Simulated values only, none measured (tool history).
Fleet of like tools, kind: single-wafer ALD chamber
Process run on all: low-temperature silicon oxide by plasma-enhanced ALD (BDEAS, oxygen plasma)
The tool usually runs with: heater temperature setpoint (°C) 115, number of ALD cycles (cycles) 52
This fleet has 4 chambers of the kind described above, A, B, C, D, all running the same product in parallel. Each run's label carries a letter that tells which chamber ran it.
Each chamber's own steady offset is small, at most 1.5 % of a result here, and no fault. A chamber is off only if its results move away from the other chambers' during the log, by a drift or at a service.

run   hour  heater temperature setpoint (°C)  number of ALD cycles (cycles)  read-back reference wafer on the same gauge, thickness_nm  mean film thickness on the monitor wafer (nm)
 1A    5.7                               115                             52                                                     6.3532                                         7.2366
 2D   11.2                               115                             52                                                      6.353                                         7.3061
 3C   14.7                               115                             52                                                     6.3523                                         7.2437
 4B     19                               115                             52                                                     6.3518                                         7.1877
 5A   23.2                               115                             52                                                     6.3532                                         7.2499
 6C   30.5                               115                             52                                                     6.3563                                         7.2458
 7B   35.2                               115                             52                                                     6.3559                                         7.1963
 8D   42.9                               115                             52                                                     6.3582                                         7.3083
 9C   46.9                               129                             57                                                     6.3616                                         7.7488
10D   51.9                               129                             57                                                     6.3591                                         7.8093
11A   56.8                               129                             57                                                      6.359                                         7.7378
12B   62.5                               129                             57                                                     6.3615                                          7.684
13D   69.2                               115                             52                                                     6.3632                                         7.3119
14C   72.6                               121                             58                                                     6.3625                                         8.0159
      75.7  -- chamber C: thermocouple changed; heater temperature recalibrated
15A   77.4                               121                             58                                                     6.3657                                         8.0019
16B   82.5                               121                             58                                                     6.3656                                         7.9512
17D   88.9                               121                             58                                                     6.3645                                         8.0783
18A   96.7                               115                             52                                                     6.3673                                         7.2602
19B  102.7                               115                             52                                                     6.3677                                          7.215
20C    109                               115                             52                                                     6.3698                                         7.2715
21C  113.9                               115                             52                                                     6.3719                                         7.2672
22B  120.7                               115                             52                                                     6.3719                                         7.2193
23A  127.4                               102                             56                                                     6.3723                                         8.0158
24D  130.9                               102                             56                                                     6.3759                                         8.0725
25A  135.1                               102                             56                                                     6.3751                                         8.0077
26C  141.7                               102                             56                                                     6.3758                                         8.0279
27D  148.9                               115                             52                                                     6.3768                                         7.3369

Which is it: a chamber that has drifted or been left off by a service, a gauge drift common to all chambers, or only each chamber's usual small offset? If a chamber is off, name it and its likeliest cause.

None of the chambers is off. What moves is the gauge, dragging all their readings along together.
Likeliest cause: gauge reads high (%) = 0.444.

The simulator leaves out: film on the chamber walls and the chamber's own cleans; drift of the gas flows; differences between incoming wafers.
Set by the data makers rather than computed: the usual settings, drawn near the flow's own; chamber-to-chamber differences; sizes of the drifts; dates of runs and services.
